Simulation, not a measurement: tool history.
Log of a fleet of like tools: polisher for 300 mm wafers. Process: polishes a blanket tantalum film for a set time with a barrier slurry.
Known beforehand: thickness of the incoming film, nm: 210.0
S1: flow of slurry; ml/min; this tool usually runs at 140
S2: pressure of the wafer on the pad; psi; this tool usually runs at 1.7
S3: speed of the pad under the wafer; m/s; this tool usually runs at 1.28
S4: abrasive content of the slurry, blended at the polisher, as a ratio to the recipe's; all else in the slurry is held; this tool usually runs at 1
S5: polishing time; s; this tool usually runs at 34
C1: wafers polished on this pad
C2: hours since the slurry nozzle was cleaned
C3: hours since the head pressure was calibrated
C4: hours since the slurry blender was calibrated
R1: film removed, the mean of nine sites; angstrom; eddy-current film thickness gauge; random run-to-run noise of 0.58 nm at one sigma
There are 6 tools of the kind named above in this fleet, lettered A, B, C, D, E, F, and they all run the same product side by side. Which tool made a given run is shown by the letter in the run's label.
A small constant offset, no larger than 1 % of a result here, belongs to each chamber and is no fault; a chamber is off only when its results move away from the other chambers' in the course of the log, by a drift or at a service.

run	hour	S1	S2	S3	S4	S5	C1	C2	C3	C4	R1
# hour 0.3: chamber B: worn pad replaced by a new one
1E	4.3	140	1.7	1.28	1	34	1201	265.3	78.8	126.5	744.52
# hour 8.1: chamber C: worn pad replaced by a new one
2A	11.1	140	1.7	1.28	1	34	838	400.3	254.3	91.6	753.47
3C	15.8	140	1.7	1.28	1	34	129	410.6	462.6	106.6	741.12
4D	19.3	140	1.7	1.28	1	34	356	430.7	1412	23.8	767.01
# hour 20.9: chamber E: worn pad replaced by a new one
5B	22.5	140	1.7	1.28	1	34	368	393.7	576.4	80.5	759.88
6F	27.1	100	1.7	1.28	0.9	34	561	659.6	193.9	91	678.21
# hour 31.3: chamber A: slurry nozzle cleaned
7D	31.4	100	1.7	1.28	0.9	34	557	442.8	1424.1	35.9	673.88
# hour 33.2: chamber F: slurry nozzle cleaned
8B	35.8	100	1.7	1.28	0.9	34	589	407	589.7	93.8	682.43
# hour 37: chamber A: worn pad replaced by a new one
9A	41.7	100	1.7	1.28	0.9	34	78	10.5	284.9	122.2	680.41
10E	46.8	100	1.7	1.28	0.9	34	430	307.8	121.3	169	675.93
# hour 48.2: chamber C: worn pad replaced by a new one
11F	51.4	100	1.7	1.28	0.9	34	965	18.2	218.2	115.3	691.66
12C	56.1	140	1.7	1.28	1	34	132	450.9	502.9	146.9	747.82
13A	61.9	140	1.7	1.28	1	34	413	30.7	305.1	142.4	754.85
14E	65.6	140	1.7	1.28	1	34	743	326.6	140.1	187.8	751.48
# hour 66: chamber D: slurry nozzle cleaned
# hour 67.9: chamber E: slurry blender recalibrated
# hour 68.5: chamber B: worn pad replaced by a new one
15F	71.2	140	1.7	1.28	1	34	1294	38	238	135.1	751.66
# hour 74: chamber D: worn pad replaced by a new one
16B	76.7	140	1.7	1.28	1	34	137	447.9	630.6	134.7	743.86
# hour 77.8: chamber F: worn pad replaced by a new one
17C	81	140	1.7	1.28	1	34	545	475.8	527.8	171.8	758.58
18D	85.6	140	1.7	1.28	1	34	192	19.7	1478.3	90.1	747.09
# hour 87.1: chamber C: worn pad replaced by a new one
19B	92.2	140	1.7	1.28	1	34	394	463.4	646.1	150.2	744.05
# hour 92.6: chamber E: worn pad replaced by a new one
# hour 93.1: chamber D: head pressure recalibrated
20D	95.8	140	1.7	1.28	1	34	362	29.9	2.7	100.3	751.26
21F	100.7	140	1.7	1.28	1	34	380	67.5	267.5	164.6	761.2
# hour 104: chamber F: slurry blender recalibrated
22E	105.8	140	1.7	1.28	1	34	220	366.8	180.3	37.9	754.5
23A	112.4	140	1.7	1.28	1	34	1252	81.2	355.6	192.9	747.74
24C	116.6	140	1.7	1.28	1	34	490	511.4	563.4	207.4	741.75
25F	122.4	140	1.7	1.28	1	34	741	89.2	289.2	18.5	752.39
26E	126.7	140	1.7	1.28	1	34	567	387.7	201.2	58.8	757
# hour 127.7: chamber C: worn pad replaced by a new one
# hour 129.5: chamber A: worn pad replaced by a new one
# hour 131.2: chamber B: worn pad replaced by a new one
27D	131.8	140	1.7	1.28	1	34	960	65.9	38.7	136.3	759.33
28C	136.8	140	1.7	1.28	1	34	152	531.6	583.6	227.6	743.03
29B	142.2	140	1.7	1.28	1	34	183	513.4	696.1	200.2	743.77
# hour 143: chamber D: worn pad replaced by a new one
# hour 146.9: chamber B: slurry blender recalibrated
30A	148	140	1.7	1.28	1	34	307	116.8	391.2	228.5	759.68
# hour 151.9: chamber F: worn pad replaced by a new one
31A	152.7	140	1.7	1.28	1	34	385	121.5	395.9	233.2	758.77
32D	156.1	140	1.7	1.28	1	34	218	90.2	63	160.6	742.07
33F	162.3	105	1.7	1.7	1	34	174	129.1	329.1	58.4	946.57
# hour 164.4: chamber A: slurry blender recalibrated
34B	165.4	105	1.7	1.7	1	34	568	536.6	719.3	18.6	930.03
# hour 168.3: chamber C: worn pad replaced by a new one
# hour 168.3: chamber D: slurry blender recalibrated
35E	171.4	105	1.7	1.7	1	34	1310	432.4	245.9	103.5	942.92
# hour 172.6: chamber E: slurry nozzle cleaned
36C	174.4	105	1.7	1.7	1	34	101	569.2	621.2	265.2	923.29
37B	178.5	105	1.7	1.7	1	34	786	549.7	732.4	31.7	937.65
38A	182.4	105	1.7	1.7	1	34	878	151.2	425.6	18	937.49
# hour 186.6: chamber E: worn pad replaced by a new one
39C	187.3	140	1.7	1.28	1	34	316	582.1	634.1	278.1	739.86
40F	193.9	140	1.7	1.28	1	34	699	160.7	360.7	90	752.49
# hour 199.8: chamber D: worn pad replaced by a new one
41D	199.8	140	1.7	1.28	1	34	0	133.9	106.7	31.5	755.64
42E	204.3	140	1.7	1.28	1	34	294	31.7	278.8	136.4	753.53
43D	208.8	140	1.7	1.28	1	34	150	142.9	115.7	40.5	757.84

Each of the 6 chambers runs these same settings next. Fill in every chamber's results:
44A	213.8	140	1.7	1.56	1	34					?
44B	213.8	140	1.7	1.56	1	34					?
44C	213.8	140	1.7	1.56	1	34					?
44D	213.8	140	1.7	1.56	1	34					?
44E	213.8	140	1.7	1.56	1	34					?
44F	213.8	140	1.7	1.56	1	34					?

run	R1
44A	936.4
44B	908.11
44C	901.5
44D	916.09
44E	912.91
44F	902.71
